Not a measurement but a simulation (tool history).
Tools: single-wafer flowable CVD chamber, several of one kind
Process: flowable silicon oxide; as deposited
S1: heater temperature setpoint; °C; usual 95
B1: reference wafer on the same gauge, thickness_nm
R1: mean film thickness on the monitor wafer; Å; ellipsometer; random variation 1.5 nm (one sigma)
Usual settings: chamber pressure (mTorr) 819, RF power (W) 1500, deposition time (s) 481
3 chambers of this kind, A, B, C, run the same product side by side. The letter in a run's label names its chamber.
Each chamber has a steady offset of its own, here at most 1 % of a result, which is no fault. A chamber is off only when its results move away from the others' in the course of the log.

Run 1C, day 0.296: usual settings; B1 344.92. Result: R1 3260.4 Å.
Run 2A, day 0.504: usual settings; B1 344.92. Result: R1 3348.2 Å.
Run 3B, day 0.808: usual settings; B1 344.75. Result: R1 3244.9 Å.
Run 4A, day 0.958: usual settings; B1 344.95. Result: R1 3336.0 Å.
Run 5B, day 1.133: usual settings; B1 345.32. Result: R1 3254.8 Å.
Run 6C, day 1.292: usual settings; B1 344.99. Result: R1 3246.2 Å.
Run 7A, day 1.596: usual settings; B1 344.88. Result: R1 3344.9 Å.
Run 8C, day 1.846: usual settings; B1 344.75. Result: R1 3288.1 Å.
Run 9B, day 2.125: usual settings but deposition time (s) 524; B1 344.62. Result: R1 3572.3 Å.
Run 10B, day 2.429: usual settings but deposition time (s) 524; B1 345.08. Result: R1 3566.5 Å.
Run 11C, day 2.708: usual settings but deposition time (s) 524; B1 344.90. Result: R1 3528.2 Å.
Run 12A, day 2.879: usual settings but S1 90 °C, chamber pressure (mTorr) 979; B1 345.03. Result: R1 4921.1 Å.
Run 13C, day 3.175: usual settings but S1 90 °C, chamber pressure (mTorr) 979; B1 344.72. Result: R1 4869.9 Å.
Run 14B, day 3.483: usual settings but S1 90 °C, chamber pressure (mTorr) 979; B1 345.10. Result: R1 4832.6 Å.
At day 3.675: chamber C: capacitance manometer re-zeroed and calibrated.
Run 15A, day 3.683: usual settings; B1 344.77. Result: R1 3349.3 Å.
Run 16C, day 3.983: usual settings but RF power (W) 1360, deposition time (s) 566; B1 345.18. Result: R1 3906.2 Å.
Run 17B, day 4.246: usual settings but RF power (W) 1360, deposition time (s) 566; B1 345.55. Result: R1 3733.9 Å.
Run 18A, day 4.446: usual settings but RF power (W) 1360, deposition time (s) 566; B1 345.10. Result: R1 3807.9 Å.
Run 19B, day 4.621: usual settings but S1 86 °C; B1 345.34. Result: R1 4309.5 Å.
Run 20A, day 4.846: usual settings but S1 86 °C; B1 345.08. Result: R1 4446.2 Å.
Run 21C, day 5.062: usual settings but S1 86 °C; B1 345.06. Result: R1 4540.7 Å.
Run 22C, day 5.346: usual settings but S1 105 °C, RF power (W) 1230; B1 345.21. Result: R1 2259.1 Å.
Run 23A, day 5.604: usual settings but S1 105 °C, RF power (W) 1230; B1 344.83. Result: R1 2225.4 Å.
Run 24B, day 5.888: usual settings but S1 105 °C, RF power (W) 1230; B1 345.18. Result: R1 2200.2 Å.
Run 25B, day 6.108: usual settings but S1 85 °C, chamber pressure (mTorr) 736; B1 344.88. Result: R1 3878.6 Å.
Run 26C, day 6.429: usual settings but S1 85 °C, chamber pressure (mTorr) 736; B1 345.12. Result: R1 4070.3 Å.
Run 27A, day 6.679: usual settings but S1 85 °C, chamber pressure (mTorr) 736; B1 345.12. Result: R1 3974.3 Å.
Run 28A, day 6.896: usual settings; B1 345.43. Result: R1 3360.9 Å.
Run 29B, day 7.088: usual settings; B1 345.56. Result: R1 3290.4 Å.
Run 30C, day 7.400: usual settings but S1 84 °C; B1 345.32. Result: R1 4833.2 Å.
At day 7.442: chamber C: thermocouple changed; heater temperature recalibrated.
Run 31A, day 7.733: usual settings but S1 84 °C; B1 344.91. Result: R1 4723.4 Å.
Run 32B, day 8.062: usual settings but S1 84 °C; B1 345.23. Result: R1 4602.6 Å.
Run 33C, day 8.221: usual settings; B1 344.70. Result: R1 3394.2 Å.
Run 34A, day 8.521: usual settings but S1 89 °C, deposition time (s) 445; B1 344.69. Result: R1 3776.5 Å.
Run 35B, day 8.692: usual settings but S1 89 °C, deposition time (s) 445; B1 344.87. Result: R1 3672.1 Å.
Run 36C, day 8.917: usual settings but S1 89 °C, deposition time (s) 445; B1 344.83. Result: R1 3830.0 Å.
At day 9.183: chamber C: RF generator calibrated.
Run 37C, day 9.212: usual settings; B1 344.84. Result: R1 3362.0 Å.

All 3 chambers run these settings next. Forecast each chamber's results:
Run 38A, day 9.454: usual settings but deposition time (s) 554. Result: R1 ?.
Run 38B, day 9.454: usual settings but deposition time (s) 554. Result: R1 ?.
Run 38C, day 9.454: usual settings but deposition time (s) 554. Result: R1 ?.

run      R1
38A  3886.9
38B  3763.7
38C  3931.6
